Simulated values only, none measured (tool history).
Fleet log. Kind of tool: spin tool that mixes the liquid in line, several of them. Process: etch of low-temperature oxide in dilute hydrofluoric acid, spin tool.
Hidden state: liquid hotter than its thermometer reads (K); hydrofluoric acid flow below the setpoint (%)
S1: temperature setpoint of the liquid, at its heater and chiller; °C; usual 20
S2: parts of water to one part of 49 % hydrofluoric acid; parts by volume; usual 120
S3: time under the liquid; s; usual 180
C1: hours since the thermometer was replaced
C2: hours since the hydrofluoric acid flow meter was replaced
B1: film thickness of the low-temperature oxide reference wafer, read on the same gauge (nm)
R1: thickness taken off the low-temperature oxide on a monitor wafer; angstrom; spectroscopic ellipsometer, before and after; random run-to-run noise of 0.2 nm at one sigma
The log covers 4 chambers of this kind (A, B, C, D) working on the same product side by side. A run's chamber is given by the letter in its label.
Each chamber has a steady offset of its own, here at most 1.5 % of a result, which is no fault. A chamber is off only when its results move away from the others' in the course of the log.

run 1D day=0.117 | S1=20 S2=120 S3=180 | C1=446.3 C2=413.2 | B1=80.014 | R1=219.78
run 2A day=0.288 | S1=20 S2=120 S3=180 | C1=15.8 C2=1548.4 | B1=80.02 | R1=218.83
run 3B day=0.442 | S1=20 S2=120 S3=180 | C1=646.6 C2=810.7 | B1=79.988 | R1=215.2
run 4C day=0.671 | S1=20 S2=120 S3=180 | C1=124.2 C2=282.2 | B1=79.997 | R1=219.63
run 5C day=0.912 | S1=20 S2=120 S3=180 | C1=130 C2=288 | B1=80.011 | R1=214.58
run 6A day=1.125 | S1=20 S2=120 S3=180 | C1=35.9 C2=1568.5 | B1=79.991 | R1=222.21
run 7D day=1.325 | S1=20 S2=120 S3=180 | C1=475.3 C2=442.2 | B1=80.006 | R1=220.51
run 8B day=1.538 | S1=20 S2=120 S3=180 | C1=672.9 C2=837 | B1=79.963 | R1=213.35
run 9D day=1.762 | S1=20 S2=120 S3=180 | C1=485.8 C2=452.7 | B1=80.014 | R1=223.55
run 10B day=2.029 | S1=20 S2=120 S3=180 | C1=684.7 C2=848.8 | B1=80.022 | R1=215.71
run 11A day=2.208 | S1=20 S2=120 S3=180 | C1=61.9 C2=1594.5 | B1=79.986 | R1=218.74
run 12C day=2.342 | S1=20 S2=120 S3=180 | C1=164.3 C2=322.3 | B1=80.038 | R1=211.92
run 13A day=2.554 | S1=20 S2=120 S3=180 | C1=70.2 C2=1602.8 | B1=79.991 | R1=221.79
run 14D day=2.692 | S1=20 S2=120 S3=180 | C1=508.1 C2=475 | B1=80.04 | R1=220.52
run 15C day=2.888 | S1=20 S2=120 S3=180 | C1=177.4 C2=335.4 | B1=79.954 | R1=209.4
run 16B day=3.075 | S1=20 S2=120 S3=180 | C1=709.8 C2=873.9 | B1=80.059 | R1=215.01
run 17D day=3.312 | S1=20 S2=120 S3=180 | C1=523 C2=489.9 | B1=79.968 | R1=215.42
run 18C day=3.546 | S1=20 S2=120 S3=180 | C1=193.2 C2=351.2 | B1=80.001 | R1=208.8
run 19A day=3.717 | S1=20 S2=120 S3=180 | C1=98.1 C2=1630.7 | B1=80.03 | R1=218.38
run 20B day=3.988 | S1=20 S2=120 S3=180 | C1=731.7 C2=895.8 | B1=80.002 | R1=215.4
run 21D day=4.246 | S1=17 S2=120 S3=180 | C1=545.4 C2=512.3 | B1=79.991 | R1=193.23
run 22C day=4.421 | S1=17 S2=120 S3=180 | C1=214.2 C2=372.2 | B1=79.986 | R1=183.23
run 23B day=4.571 | S1=17 S2=120 S3=180 | C1=745.7 C2=909.8 | B1=79.995 | R1=190.19
run 24A day=4.692 | S1=17 S2=120 S3=180 | C1=121.5 C2=1654.1 | B1=79.973 | R1=194.92
run 25B day=4.817 | S1=20 S2=120 S3=180 | C1=751.6 C2=915.7 | B1=80 | R1=214.1
-- day=4.904 chamber B: thermometer replaced
run 26C day=4.954 | S1=20 S2=120 S3=180 | C1=227 C2=385 | B1=79.992 | R1=207.23
-- day=5.208 chamber B: hydrofluoric acid flow meter replaced
run 27D day=5.217 | S1=20 S2=120 S3=180 | C1=568.7 C2=535.6 | B1=79.962 | R1=219.99
run 28A day=5.388 | S1=20 S2=65 S3=280 | C1=138.2 C2=1670.8 | B1=79.978 | R1=675.44
run 29D day=5.538 | S1=20 S2=65 S3=280 | C1=576.4 C2=543.3 | B1=79.986 | R1=691.13
run 30C day=5.771 | S1=20 S2=65 S3=280 | C1=246.6 C2=404.6 | B1=80.01 | R1=645.96
run 31A day=5.938 | S1=20 S2=65 S3=280 | C1=151.4 C2=1684 | B1=80.022 | R1=674.43
run 32B day=6.125 | S1=20 S2=120 S3=180 | C1=29.3 C2=22 | B1=80.017 | R1=218.51
run 33C day=6.338 | S1=20 S2=120 S3=180 | C1=260.2 C2=418.2 | B1=79.964 | R1=203.09
run 34D day=6.462 | S1=20 S2=120 S3=180 | C1=598.6 C2=565.5 | B1=79.988 | R1=222.42
run 35A day=6.612 | S1=20 S2=120 S3=180 | C1=167.6 C2=1700.2 | B1=80.06 | R1=220.74
run 36B day=6.829 | S1=20 S2=120 S3=180 | C1=46.2 C2=38.9 | B1=79.991 | R1=217.05
run 37C day=6.946 | S1=20 S2=120 S3=180 | C1=274.8 C2=432.8 | B1=80.016 | R1=202.41
run 38D day=7.079 | S1=20 S2=120 S3=180 | C1=613.4 C2=580.3 | B1=79.971 | R1=220.84
run 39B day=7.238 | S1=20 S2=120 S3=180 | C1=56 C2=48.7 | B1=80.043 | R1=215.06

Does one chamber stand apart from the rest, does the shared gauge drift, or is all well apart from small per-chamber offsets? Give the chamber and the most likely cause, where there is one.

Little by little, chamber C moves away from the other chambers.
Most likely cause: hydrofluoric acid flow below the setpoint (%) = 8.1.
The log might look much the same if the cause were instead: liquid colder than its thermometer reads (K).

Which of the 4 candidates below, each the usual settings with something changed and its results left as question marks, puts chamber C back in line with what the other chambers give on the usual settings?
In line means no further than this from the other chambers' mean on the usual settings: R1 7.2 angstrom
run 40C-1 day=7.433 | S1=20 S2=120 S3=185 | R1=?
run 40C-2 day=7.433 | S1=20 S2=120 S3=165 | R1=?
run 40C-3 day=7.433 | S1=20 S2=115 S3=190 | R1=?
run 40C-4 day=7.433 | S1=19 S2=120 S3=180 | R1=?

Other chambers, usual settings, mean: R1 218.92 angstrom
run=40C-1 R1=204.51
run=40C-2 R1=182.4
run=40C-3 R1=220.61
run=40C-4 R1=191.17
The right change is 40C-3: it brings the chamber back within the allowed miss of the others.
